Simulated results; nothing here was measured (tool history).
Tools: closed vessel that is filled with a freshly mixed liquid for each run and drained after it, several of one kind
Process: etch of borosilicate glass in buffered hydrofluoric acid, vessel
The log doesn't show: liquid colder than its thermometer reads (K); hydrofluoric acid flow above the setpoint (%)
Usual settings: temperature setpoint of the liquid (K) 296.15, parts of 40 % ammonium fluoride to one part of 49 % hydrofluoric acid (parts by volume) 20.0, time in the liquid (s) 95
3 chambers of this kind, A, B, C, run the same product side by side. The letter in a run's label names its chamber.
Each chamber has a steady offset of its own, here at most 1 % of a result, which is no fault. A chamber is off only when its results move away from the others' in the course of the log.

run,hour,temperature setpoint of the liquid (K),parts of 40 % ammonium fluoride to one part of 49 % hydrofluoric acid (parts by volume),time in the liquid (s),hours since the thermometer was replaced,hours since the hydrofluoric acid flow meter was replaced,"read-back film thickness of the borosilicate glass reference wafer, read on the same gauge (nm)",thickness taken off the borosilicate glass on a monitor wafer (angstrom)
1B,5.8,296.15,20.0,95,1373.8,24.5,120.01,567.24
2A,10.6,296.15,20.0,95,731.4,781.5,120.00,571.33
3C,15.1,296.15,20.0,95,1590.0,316.8,120.00,570.23
4C,19.4,296.15,20.0,95,1594.3,321.1,119.98,561.79
5A,25.4,296.15,20.0,95,746.2,796.3,119.99,577.98
6B,31.2,296.15,20.0,95,1399.2,49.9,120.01,557.17
7C,37.5,296.15,20.0,95,1612.4,339.2,119.99,571.59
8A,40.8,296.15,20.0,95,761.6,811.7,120.00,578.49
9B,44.8,296.15,20.0,95,1412.8,63.5,119.99,566.11
10A,48.6,296.15,20.0,95,769.4,819.5,120.01,578.90
11C,51.9,296.15,20.0,95,1626.8,353.6,119.97,573.91
12B,57.7,296.15,20.0,95,1425.7,76.4,120.01,561.12
13A,63.8,294.15,13.5,95,784.6,834.7,119.98,759.22
14C,69.7,294.15,13.5,95,1644.6,371.4,119.99,795.23
15B,75.9,294.15,13.5,95,1443.9,94.6,120.02,753.71
16A,80.6,296.15,20.0,95,801.4,851.5,120.02,571.32
17C,84.0,296.15,20.0,95,1658.9,385.7,120.00,590.18
18B,90.8,296.15,20.0,95,1458.8,109.5,119.98,559.24
19A,96.8,296.15,20.0,95,817.6,867.7,119.99,566.09
20C,102.7,296.15,20.0,95,1677.6,404.4,120.04,609.85
21B,105.9,293.65,20.0,150,1473.9,124.6,120.01,781.61
22A,110.6,293.65,20.0,150,831.4,881.5,120.05,797.04
23C,116.5,293.65,20.0,150,1691.4,418.2,120.01,832.37
24B,121.7,296.15,20.0,95,1489.7,140.4,119.99,555.36
25C,128.2,296.15,20.0,95,1703.1,429.9,120.00,609.69
26A,131.6,292.65,20.0,50,852.4,902.5,120.03,250.25
27B,135.8,292.65,20.0,50,1503.8,154.5,119.96,242.96
28B,139.2,292.65,20.0,50,1507.2,157.9,120.02,245.43
29C,145.2,300.15,20.0,95,1720.1,446.9,120.03,772.09
30A,151.1,300.15,20.0,95,871.9,922.0,119.99,711.88
31A,156.2,300.15,20.0,95,877.0,927.1,120.01,705.95
32B,163.3,296.15,27.5,95,1531.3,182.0,120.01,451.01
33C,169.2,296.15,27.5,95,1744.1,470.9,119.99,487.44

Next, every chamber runs the same settings. What will each give?
34A,174.4,296.15,20.0,95,,,,?
34B,174.4,296.15,20.0,95,,,,?
34C,174.4,296.15,20.0,95,,,,?

run,thickness taken off the borosilicate glass on a monitor wafer (angstrom)
34A,574.83
34B,560.09
34C,629.53
